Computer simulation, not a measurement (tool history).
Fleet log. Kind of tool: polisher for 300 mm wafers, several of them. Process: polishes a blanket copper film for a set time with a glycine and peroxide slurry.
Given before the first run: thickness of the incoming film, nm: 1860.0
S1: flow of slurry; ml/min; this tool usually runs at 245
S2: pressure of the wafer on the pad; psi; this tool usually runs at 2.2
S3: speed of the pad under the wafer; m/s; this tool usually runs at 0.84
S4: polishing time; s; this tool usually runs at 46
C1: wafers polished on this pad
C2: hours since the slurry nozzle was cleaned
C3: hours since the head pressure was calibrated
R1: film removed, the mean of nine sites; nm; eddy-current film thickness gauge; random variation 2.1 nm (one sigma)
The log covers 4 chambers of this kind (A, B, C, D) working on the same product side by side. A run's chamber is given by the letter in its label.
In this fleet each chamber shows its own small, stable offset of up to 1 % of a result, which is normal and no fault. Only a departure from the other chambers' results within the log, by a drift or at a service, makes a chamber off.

run 1D hour=9 | S1=245 S2=2.2 S3=0.84 S4=46 | C1=1510 C2=255.4 C3=467.4 | R1=184.17
run 2B hour=20.9 | S1=245 S2=2.2 S3=0.84 S4=46 | C1=578 C2=45.5 C3=782.2 | R1=180.43
-- hour=23.4 chamber D: worn pad replaced by a new one
run 3A hour=27.5 | S1=245 S2=2.2 S3=0.84 S4=46 | C1=958 C2=316.7 C3=728.4 | R1=183.9
-- hour=30.1 chamber C: head pressure recalibrated
run 4C hour=37.8 | S1=245 S2=2.2 S3=0.84 S4=46 | C1=513 C2=204.1 C3=7.8 | R1=183.25
run 5C hour=49.6 | S1=245 S2=2.2 S3=0.84 S4=46 | C1=656 C2=215.9 C3=19.6 | R1=180.07
-- hour=53.6 chamber C: slurry nozzle cleaned
-- hour=54.2 chamber C: worn pad replaced by a new one
run 6B hour=60.4 | S1=245 S2=1.7 S3=0.84 S4=36 | C1=1056 C2=85 C3=821.7 | R1=116.44
run 7D hour=69.1 | S1=245 S2=1.7 S3=0.84 S4=36 | C1=554 C2=315.5 C3=527.5 | R1=116.78
run 8A hour=79 | S1=245 S2=1.7 S3=0.84 S4=36 | C1=1581 C2=368.2 C3=779.9 | R1=120.01
-- hour=80.3 chamber B: worn pad replaced by a new one
-- hour=82.4 chamber A: worn pad replaced by a new one
run 9B hour=90.5 | S1=245 S2=1.7 S3=0.84 S4=36 | C1=124 C2=115.1 C3=851.8 | R1=118.81
run 10A hour=98.4 | S1=245 S2=2.2 S3=0.84 S4=46 | C1=194 C2=387.6 C3=799.3 | R1=184.51
run 11D hour=110.4 | S1=245 S2=2.2 S3=0.84 S4=46 | C1=1053 C2=356.8 C3=568.8 | R1=180.31
-- hour=113.4 chamber C: worn pad replaced by a new one
run 12C hour=120.9 | S1=245 S2=2.2 S3=0.84 S4=46 | C1=91 C2=67.4 C3=90.9 | R1=180.06
run 13C hour=128.7 | S1=245 S2=2.2 S3=0.84 S4=46 | C1=185 C2=75.2 C3=98.7 | R1=182.05
-- hour=129.8 chamber D: worn pad replaced by a new one
run 14A hour=134.5 | S1=245 S2=2.2 S3=0.84 S4=46 | C1=631 C2=423.7 C3=835.4 | R1=179.75
run 15B hour=140 | S1=245 S2=2.2 S3=0.84 S4=46 | C1=723 C2=164.6 C3=901.3 | R1=182.23
run 16D hour=147.8 | S1=245 S2=2.2 S3=0.84 S4=46 | C1=218 C2=394.2 C3=606.2 | R1=183.08
-- hour=148.2 chamber B: head pressure recalibrated
run 17C hour=158.9 | S1=245 S2=2.2 S3=0.84 S4=46 | C1=551 C2=105.4 C3=128.9 | R1=183.2
-- hour=165.5 chamber D: head pressure recalibrated
run 18B hour=170.2 | S1=245 S2=2.2 S3=0.84 S4=46 | C1=1088 C2=194.8 C3=22.1 | R1=163.41
run 19D hour=179.8 | S1=245 S2=2.2 S3=0.84 S4=46 | C1=605 C2=426.2 C3=14.3 | R1=181.7
run 20A hour=186.3 | S1=245 S2=2.2 S3=0.84 S4=46 | C1=1257 C2=475.5 C3=887.2 | R1=184.8
-- hour=190.4 chamber C: worn pad replaced by a new one
run 21A hour=193.8 | S1=245 S2=2.2 S3=0.84 S4=46 | C1=1348 C2=483 C3=894.7 | R1=182.65
-- hour=199.1 chamber A: worn pad replaced by a new one
run 22B hour=205.3 | S1=245 S2=2.2 S3=0.84 S4=46 | C1=1513 C2=229.9 C3=57.2 | R1=164.97
-- hour=211.7 chamber B: worn pad replaced by a new one
run 23C hour=216.3 | S1=245 S2=2.2 S3=0.84 S4=46 | C1=314 C2=162.8 C3=186.3 | R1=183.55
run 24D hour=227 | S1=245 S2=2.2 S3=0.64 S4=46 | C1=1176 C2=473.4 C3=61.5 | R1=149.1
run 25A hour=236.6 | S1=245 S2=2.2 S3=0.64 S4=46 | C1=454 C2=525.8 C3=937.5 | R1=151.01
run 26D hour=245.3 | S1=245 S2=2.2 S3=0.64 S4=46 | C1=1398 C2=491.7 C3=79.8 | R1=146.13
-- hour=247.5 chamber C: worn pad replaced by a new one
-- hour=252 chamber C: slurry nozzle cleaned
-- hour=256.6 chamber D: worn pad replaced by a new one
run 27B hour=258.1 | S1=245 S2=2.2 S3=0.64 S4=46 | C1=562 C2=282.7 C3=110 | R1=136.21
run 28C hour=270.8 | S1=245 S2=2.2 S3=0.84 S4=46 | C1=282 C2=18.9 C3=240.8 | R1=185.77
run 29A hour=282.6 | S1=245 S2=2.2 S3=0.84 S4=46 | C1=1011 C2=571.8 C3=983.5 | R1=180.15
run 30C hour=293 | S1=245 S2=2.2 S3=0.84 S4=46 | C1=550 C2=41.1 C3=263 | R1=183.08
run 31D hour=302.5 | S1=245 S2=2.2 S3=0.84 S4=46 | C1=556 C2=548.9 C3=137 | R1=182.59
-- hour=306.5 chamber C: worn pad replaced by a new one
run 32B hour=312.2 | S1=245 S2=2.2 S3=0.84 S4=46 | C1=1216 C2=336.8 C3=164.1 | R1=163.13
-- hour=313.8 chamber C: head pressure recalibrated
run 33A hour=323.4 | S1=245 S2=2.2 S3=0.66 S4=52 | C1=1505 C2=612.6 C3=1024.3 | R1=174.19
run 34C hour=335.2 | S1=245 S2=2.2 S3=0.66 S4=52 | C1=348 C2=83.3 C3=21.5 | R1=170.91

Next, all 4 chambers run the settings below, one line each with question marks for the results. What does each chamber give?
run 35A hour=344.4 | S1=245 S2=2.2 S3=0.84 S4=46 | R1=?
run 35B hour=344.4 | S1=245 S2=2.2 S3=0.84 S4=46 | R1=?
run 35C hour=344.4 | S1=245 S2=2.2 S3=0.84 S4=46 | R1=?
run 35D hour=344.4 | S1=245 S2=2.2 S3=0.84 S4=46 | R1=?

run=35A R1=184.89
run=35B R1=167.06
run=35C R1=181.71
run=35D R1=179.72
